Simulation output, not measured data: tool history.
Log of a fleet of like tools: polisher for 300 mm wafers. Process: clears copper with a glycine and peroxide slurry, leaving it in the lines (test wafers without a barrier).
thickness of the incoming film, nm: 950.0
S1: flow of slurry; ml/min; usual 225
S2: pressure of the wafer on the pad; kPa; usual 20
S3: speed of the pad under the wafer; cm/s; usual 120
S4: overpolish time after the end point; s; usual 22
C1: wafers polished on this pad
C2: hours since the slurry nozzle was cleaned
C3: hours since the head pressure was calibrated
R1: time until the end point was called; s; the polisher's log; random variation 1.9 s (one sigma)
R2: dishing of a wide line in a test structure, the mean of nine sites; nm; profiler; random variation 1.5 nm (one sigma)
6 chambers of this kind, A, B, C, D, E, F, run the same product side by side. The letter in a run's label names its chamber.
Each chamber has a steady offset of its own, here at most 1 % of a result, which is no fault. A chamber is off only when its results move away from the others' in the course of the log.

run,hour,S1,S2,S3,S4,C1,C2,C3,R1,R2
# hour 3.1: chamber B: slurry nozzle cleaned
# hour 4.9: chamber F: worn pad replaced by a new one
# hour 13.2: chamber A: slurry nozzle cleaned
1B,14,225,20,120,22,529,11,603.6,172.64,62.852
2F,26.4,225,20,120,22,196,216.8,1249.9,169.81,64.7
# hour 30.6: chamber C: worn pad replaced by a new one
3D,37.7,225,20,120,22,826,356.3,748.8,172.55,66.553
# hour 42.3: chamber B: worn pad replaced by a new one
# hour 43.2: chamber A: worn pad replaced by a new one
4A,49.4,225,20,120,22,56,36.2,489.4,172.52,63.44
# hour 51.1: chamber D: worn pad replaced by a new one
5C,56.5,225,20,120,22,236,150.1,501.2,174.13,68.603
6E,65.5,225,20,120,22,749,128.7,304.7,172.32,69.589
7B,74,225,20,120,22,288,71,663.6,171.55,65.2
8A,84.2,225,20,120,22,373,71,524.2,172.01,64.721
# hour 87.3: chamber F: worn pad replaced by a new one
9D,92.4,225,20,120,22,375,411,803.5,173.01,66.949
10E,102.8,225,20,120,22,1089,166,342,175.45,66.825
11C,108.9,225,20,120,22,713,202.5,553.6,174.67,62.986
12F,117.8,225,20,120,22,278,308.2,1341.3,171.76,64.292
# hour 119.6: chamber E: worn pad replaced by a new one
# hour 120.8: chamber B: worn pad replaced by a new one
# hour 123.4: chamber C: worn pad replaced by a new one
# hour 124.4: chamber F: head pressure recalibrated
# hour 128.2: chamber C: head pressure recalibrated
# hour 129.4: chamber A: worn pad replaced by a new one
13F,131.4,225,20,120,22,401,321.8,7,173.69,64.618
14C,140.9,225,20,120,22,159,234.5,12.7,175.5,65.687
# hour 146.5: chamber E: head pressure recalibrated
15B,151.6,225,20,120,22,280,148.6,741.2,170.93,65
# hour 151.8: chamber D: worn pad replaced by a new one
16D,159.1,285,20,120,32,67,477.7,870.2,170.42,83.458
17A,168.5,285,20,120,32,356,155.3,608.5,168.36,80.657
# hour 173.7: chamber D: head pressure recalibrated
18E,179.3,285,20,120,32,543,242.5,32.9,170.03,83.682
# hour 181.4: chamber F: worn pad replaced by a new one
19D,186.8,285,20,120,32,319,505.4,13.2,168.42,80.884
# hour 193.7: chamber C: worn pad replaced by a new one
20A,199.7,285,20,120,32,640,186.5,639.7,170.03,81.364
# hour 201.2: chamber B: worn pad replaced by a new one
21C,207.7,285,20,120,32,127,301.3,79.5,168.63,82.314
# hour 215.1: chamber A: worn pad replaced by a new one
22F,220.8,225,20,120,22,358,411.2,96.4,174.32,63.904
23E,234.4,155,20,120,10,1045,297.6,88,184.98,35.777
# hour 237.7: chamber D: worn pad replaced by a new one
24B,244.1,155,20,120,10,390,241.1,833.7,181.45,33.802
# hour 250.4: chamber E: slurry nozzle cleaned
25E,250.4,155,20,120,10,1190,0.1,104,186.06,34.49
# hour 254.9: chamber E: worn pad replaced by a new one
26F,260.8,155,20,120,10,722,451.2,136.4,184.51,34.458
# hour 263.1: chamber F: slurry nozzle cleaned
# hour 263.4: chamber F: worn pad replaced by a new one
27A,268,155,20,120,10,481,254.8,708,180.36,35.986
# hour 272.9: chamber C: worn pad replaced by a new one
28C,276.9,155,20,120,10,36,370.5,148.7,183.7,35.541
# hour 287.5: chamber B: worn pad replaced by a new one
29B,289.7,225,20,120,22,20,286.7,879.3,181.86,61.949
30D,296.5,225,20,120,22,535,615.1,122.9,172.94,65.45
31D,304.9,225,20,120,22,611,623.5,131.3,171.75,67.422
# hour 315.7: chamber A: worn pad replaced by a new one
32A,319.1,225,20,120,22,31,305.9,759.1,171.79,65.923
33B,331.4,225,20,120,22,399,328.4,921,185.56,59.828
# hour 337.9: chamber F: worn pad replaced by a new one
34E,343.6,225,20,120,22,807,93.3,197.2,172.66,63.949
# hour 349: chamber D: worn pad replaced by a new one
35C,353.1,300,20,120,22,729,446.7,224.9,168.1,67.322
# hour 362.5: chamber C: worn pad replaced by a new one
36F,367.3,300,20,120,22,267,104.2,242.9,168.32,67.548
37A,380.4,300,20,120,22,589,367.2,820.4,165.69,69.925
38E,389.1,300,20,120,22,1221,138.8,242.7,172.01,65.931
39C,403.3,300,20,120,22,371,496.9,275.1,167.81,67.831
40D,412.3,300,20,120,22,576,730.9,238.7,168.73,68.962

Next, every chamber runs the same settings. What will each give?
41A,422.4,200,20,120,22,,,,?,?
41B,422.4,200,20,120,22,,,,?,?
41C,422.4,200,20,120,22,,,,?,?
41D,422.4,200,20,120,22,,,,?,?
41E,422.4,200,20,120,22,,,,?,?
41F,422.4,200,20,120,22,,,,?,?

run,R1,R2
41A,178.84,63.777
41B,191.91,58.845
41C,174.92,64.805
41D,176.92,65.632
41E,177.77,66.209
41F,175.68,66.593
